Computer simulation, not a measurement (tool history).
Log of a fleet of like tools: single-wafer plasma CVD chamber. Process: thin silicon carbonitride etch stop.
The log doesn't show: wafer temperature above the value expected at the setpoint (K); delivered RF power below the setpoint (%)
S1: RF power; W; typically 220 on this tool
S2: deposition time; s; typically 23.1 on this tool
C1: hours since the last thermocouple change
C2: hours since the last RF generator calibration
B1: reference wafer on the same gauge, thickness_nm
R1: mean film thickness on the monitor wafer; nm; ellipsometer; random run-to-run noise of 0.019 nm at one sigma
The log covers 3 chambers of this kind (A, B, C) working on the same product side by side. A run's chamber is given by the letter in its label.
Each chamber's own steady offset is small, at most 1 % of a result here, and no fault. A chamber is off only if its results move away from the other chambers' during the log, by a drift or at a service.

Run 1B, hour 7.2: usual settings; C1 448.4; C2 354.7; B1 14.401. Result: R1 13.462 nm.
Run 2A, hour 13.1: usual settings; C1 423.4; C2 589.5; B1 14.399. Result: R1 13.538 nm.
Run 3C, hour 19.6: usual settings; C1 573.1; C2 124.8; B1 14.393. Result: R1 13.398 nm.
Run 4B, hour 23.5: usual settings; C1 464.7; C2 371.0; B1 14.387. Result: R1 13.458 nm.
Run 5A, hour 27.1: usual settings; C1 437.4; C2 603.5; B1 14.385. Result: R1 13.502 nm.
Run 6C, hour 33.1: usual settings; C1 586.6; C2 138.3; B1 14.377. Result: R1 13.374 nm.
Run 7C, hour 39.7: usual settings; C1 593.2; C2 144.9; B1 14.380. Result: R1 13.385 nm.
Run 8A, hour 46.7: usual settings; C1 457.0; C2 623.1; B1 14.372. Result: R1 13.525 nm.
Run 9B, hour 50.4: usual settings; C1 491.6; C2 397.9; B1 14.372. Result: R1 13.441 nm.
Run 10A, hour 55.3: usual settings; C1 465.6; C2 631.7; B1 14.371. Result: R1 13.493 nm.
Run 11C, hour 58.7: usual settings but S1 205 W, S2 26.1 s; C1 612.2; C2 163.9; B1 14.373. Result: R1 14.811 nm.
Run 12B, hour 64.3: usual settings but S1 205 W, S2 26.1 s; C1 505.5; C2 411.8; B1 14.363. Result: R1 14.847 nm.
Run 13B, hour 71.4: usual settings but S1 205 W, S2 26.1 s; C1 512.6; C2 418.9; B1 14.361. Result: R1 14.825 nm.
Run 14C, hour 76.3: usual settings; C1 629.8; C2 181.5; B1 14.362. Result: R1 13.404 nm.
Run 15A, hour 82.7: usual settings but S1 200 W; C1 493.0; C2 659.1; B1 14.356. Result: R1 13.150 nm.
Run 16A, hour 86.5: usual settings but S1 200 W; C1 496.8; C2 662.9; B1 14.354. Result: R1 13.158 nm.
Run 17C, hour 90.5: usual settings but S1 200 W; C1 644.0; C2 195.7; B1 14.353. Result: R1 12.984 nm.
Run 18B, hour 96.1: usual settings; C1 537.3; C2 443.6; B1 14.348. Result: R1 13.372 nm.
Run 19A, hour 101.5: usual settings; C1 511.8; C2 677.9; B1 14.341. Result: R1 13.514 nm.
Run 20B, hour 107.8: usual settings; C1 549.0; C2 455.3; B1 14.341. Result: R1 13.410 nm.
Run 21C, hour 114.2: usual settings; C1 667.7; C2 219.4; B1 14.335. Result: R1 13.326 nm.
Run 22A, hour 118.5: usual settings; C1 528.8; C2 694.9; B1 14.336. Result: R1 13.500 nm.
Run 23B, hour 122.4: usual settings; C1 563.6; C2 469.9; B1 14.327. Result: R1 13.395 nm.
Run 24C, hour 126.4: usual settings but S1 205 W; C1 679.9; C2 231.6; B1 14.327. Result: R1 13.060 nm.
Run 25C, hour 133.7: usual settings but S1 205 W; C1 687.2; C2 238.9; B1 14.325. Result: R1 13.046 nm.
Run 26A, hour 140.6: usual settings but S1 205 W; C1 550.9; C2 717.0; B1 14.327. Result: R1 13.208 nm.
Run 27B, hour 147.0: usual settings but S1 255 W, S2 25.0 s; C1 588.2; C2 494.5; B1 14.321. Result: R1 15.167 nm.

Read the log: is a single chamber off, either drifting away or since a service, is the gauge that measures every chamber drifting, or is nothing wrong beyond small per-chamber offsets? Name any odd chamber and what most likely caused it.

It is the gauge, not a chamber: its drift shows up in every chamber's results at once, and no chamber is off.
Most likely cause: gauge reads low (%) = 0.584.
